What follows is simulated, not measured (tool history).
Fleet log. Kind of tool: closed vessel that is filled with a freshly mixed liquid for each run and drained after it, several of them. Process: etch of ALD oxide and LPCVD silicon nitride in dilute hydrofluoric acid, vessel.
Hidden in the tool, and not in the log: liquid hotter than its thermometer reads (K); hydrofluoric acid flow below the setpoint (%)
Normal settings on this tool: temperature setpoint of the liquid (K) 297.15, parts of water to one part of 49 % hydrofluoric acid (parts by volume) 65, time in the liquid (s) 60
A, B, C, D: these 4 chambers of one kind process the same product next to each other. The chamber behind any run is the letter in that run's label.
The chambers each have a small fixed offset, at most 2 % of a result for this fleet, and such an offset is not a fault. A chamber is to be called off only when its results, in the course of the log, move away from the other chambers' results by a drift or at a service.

run   hour  temperature setpoint of the liquid (K)  parts of water to one part of 49 % hydrofluoric acid (parts by volume)  time in the liquid (s)  hours since the thermometer was replaced  hours since the hydrofluoric acid flow meter was replaced  read-back film thickness of the ALD oxide reference wafer, read on the same gauge (nm)  read-back film thickness of the LPCVD silicon nitride reference wafer, read on the same gauge (nm)  thickness taken off the ALD oxide on a monitor wafer (Å)  thickness taken off the LPCVD silicon nitride on a monitor wafer (Å)
 1D     11                                  297.15                                                                      65                      60                                     624.8                                                      242.4                                                                                      70                                                                                              90.013                                                     304.1                                                                3.9466
 2B   18.4                                  297.15                                                                      65                      60                                      74.6                                                      674.9                                                                                  69.994                                                                                              90.016                                                    310.19                                                                3.4592
 3A   25.8                                  297.15                                                                      65                      60                                     418.3                                                      755.1                                                                                  70.017                                                                                              89.983                                                    311.64                                                                3.6221
 4C   40.2                                  297.15                                                                      65                      60                                     182.4                                                      295.9                                                                                  70.006                                                                                              89.999                                                    306.06                                                                3.5526
 5C   52.8                                  297.15                                                                      65                      60                                       195                                                      308.5                                                                                  70.016                                                                                              90.015                                                    305.29                                                                3.8038
 6B   60.3                                  297.15                                                                      65                      60                                     116.5                                                      716.8                                                                                  69.991                                                                                              89.991                                                    304.83                                                                 3.239
 7D     72                                  297.15                                                                      50                      90                                     685.8                                                      303.4                                                                                  69.988                                                                                              90.006                                                    618.03                                                                 7.487
 8A   82.8                                  297.15                                                                      50                      90                                     475.3                                                      812.1                                                                                  69.982                                                                                              89.998                                                    622.32                                                                7.3436
 9D   92.4                                  297.15                                                                      50                      90                                     706.2                                                      323.8                                                                                  69.987                                                                                              89.991                                                    624.39                                                                7.1784
10C    102                                  297.15                                                                      50                      90                                     244.2                                                      357.7                                                                                  70.002                                                                                              90.003                                                    621.47                                                                 6.985
11B  118.1                                  297.15                                                                      65                      60                                     174.3                                                      774.6                                                                                  69.989                                                                                              90.002                                                    309.44                                                                3.3743
12A  133.9                                  297.15                                                                      65                      60                                     526.4                                                      863.2                                                                                  69.972                                                                                              89.992                                                    311.29                                                                4.2161
13B  144.6                                  297.15                                                                      65                      60                                     200.8                                                      801.1                                                                                  69.961                                                                                              89.995                                                    307.82                                                                3.9225
14C  159.3                                  297.15                                                                      65                      60                                     301.5                                                        415                                                                                  69.995                                                                                              90.007                                                    308.54                                                                3.9444
15D  166.9                                  299.15                                                                      85                      60                                     780.7                                                      398.3                                                                                  70.009                                                                                              89.978                                                    248.51                                                                3.3649
16A  181.4                                  299.15                                                                      85                      60                                     573.9                                                      910.7                                                                                  69.986                                                                                                  90                                                     255.3                                                                3.6035
17C  190.5                                  299.15                                                                      85                      60                                     332.7                                                      446.2                                                                                  69.989                                                                                              90.003                                                    248.69                                                                3.4827
18A  200.6                                  299.15                                                                      85                      60                                     593.1                                                      929.9                                                                                  69.999                                                                                              89.987                                                    255.02                                                                3.4291
19B  207.6                                  297.15                                                                      65                      60                                     263.8                                                      864.1                                                                                  70.026                                                                                              89.987                                                    309.93                                                                3.8341
20D  221.6                                  297.15                                                                      65                      60                                     835.4                                                        453                                                                                  69.999                                                                                              90.003                                                    307.03                                                                 3.307
       227  -- chamber D: thermometer replaced
21C  228.8                                  297.15                                                                      65                      60                                       371                                                      484.5                                                                                   69.98                                                                                              89.996                                                    310.46                                                                3.9677
22D  243.1                                  297.15                                                                      65                      60                                      16.2                                                      474.5                                                                                   70.02                                                                                              89.982                                                    308.31                                                                3.5598
23A  255.1                                  297.15                                                                      65                      60                                     647.6                                                      984.4                                                                                   69.99                                                                                                  90                                                    316.67                                                                3.9193
24B  262.3                                  297.15                                                                      65                      60                                     318.5                                                      918.8                                                                                      70                                                                                              90.009                                                    315.02                                                                3.5074
25C  271.4                                  297.15                                                                      65                      60                                     413.6                                                      527.1                                                                                  69.985                                                                                              89.995                                                    307.67                                                                 3.903
26A  280.8                                  297.15                                                                      65                      60                                     673.3                                                     1010.1                                                                                  69.997                                                                                              89.988                                                    312.02                                                                4.1351
27D  289.9                                  299.15                                                                      80                      60                                        63                                                      521.3                                                                                  70.008                                                                                              90.007                                                    266.94                                                                3.3825
28B  305.6                                  299.15                                                                      80                      60                                     361.8                                                      962.1                                                                                  70.007                                                                                              89.984                                                     268.9                                                                4.0205
29C  317.9                                  299.15                                                                      80                      60                                     460.1                                                      573.6                                                                                  70.004                                                                                              89.989                                                    269.91                                                                3.4732
30A    331                                  299.15                                                                      80                      60                                     723.5                                                     1060.3                                                                                  70.026                                                                                               89.99                                                    270.71                                                                3.5628
31B  342.4                                  297.15                                                                      65                      60                                     398.6                                                      998.9                                                                                   69.99                                                                                              90.002                                                    308.85                                                                3.8853
32D  354.2                                  297.15                                                                      65                      60                                     127.3                                                      585.6                                                                                  69.988                                                                                              89.995                                                     307.7                                                                3.8344
33B  369.8                                  297.15                                                                      65                      60                                       426                                                     1026.3                                                                                  69.962                                                                                              90.004                                                    305.21                                                                3.6183
34C  381.2                                  297.15                                                                      65                      60                                     523.4                                                      636.9                                                                                  69.993                                                                                              90.012                                                    312.85                                                                3.9243
35A  393.4                                  297.15                                                                      65                      60                                     785.9                                                     1122.7                                                                                  70.014                                                                                              89.991                                                    312.51                                                                3.4759
36D  403.7                                  297.15                                                                      65                      60                                     176.8                                                      635.1                                                                                  69.998                                                                                              90.002                                                    306.22                                                                3.8512
     408.9  -- chamber A: hydrofluoric acid flow meter replaced
37A  416.3                                  297.15                                                                      65                      60                                     808.8                                                        7.4                                                                                  70.022                                                                                              90.008                                                    318.39                                                                4.2746
38D  428.6                                  297.15                                                                      65                      60                                     201.7                                                        660                                                                                  70.005                                                                                              89.991                                                    303.77                                                                3.2457
     435.7  -- chamber C: hydrofluoric acid flow meter replaced
39C  438.5                                  297.15                                                                      65                      60                                     580.7                                                        2.9                                                                                  70.001                                                                                              90.005                                                    312.34                                                                3.4381
40B  450.3                                  297.15                                                                      65                      60                                     506.5                                                     1106.8                                                                                  70.006                                                                                                  90                                                    304.68                                                                3.3488
41D  460.9                                  297.15                                                                      65                      60                                       234                                                      692.3                                                                                  69.999                                                                                              89.986                                                    313.51                                                                   3.9
42B  473.2                                  297.15                                                                      65                      60                                     529.4                                                     1129.7                                                                                  70.034                                                                                              90.004                                                    314.19                                                                4.0339

What goes on in this fleet: one chamber off, a drifting gauge, or nothing beyond the chambers' own small offsets? Name the chamber and the cause, if any.

Beyond each chamber's small constant offset nothing stands out, and the gauge stays steady.

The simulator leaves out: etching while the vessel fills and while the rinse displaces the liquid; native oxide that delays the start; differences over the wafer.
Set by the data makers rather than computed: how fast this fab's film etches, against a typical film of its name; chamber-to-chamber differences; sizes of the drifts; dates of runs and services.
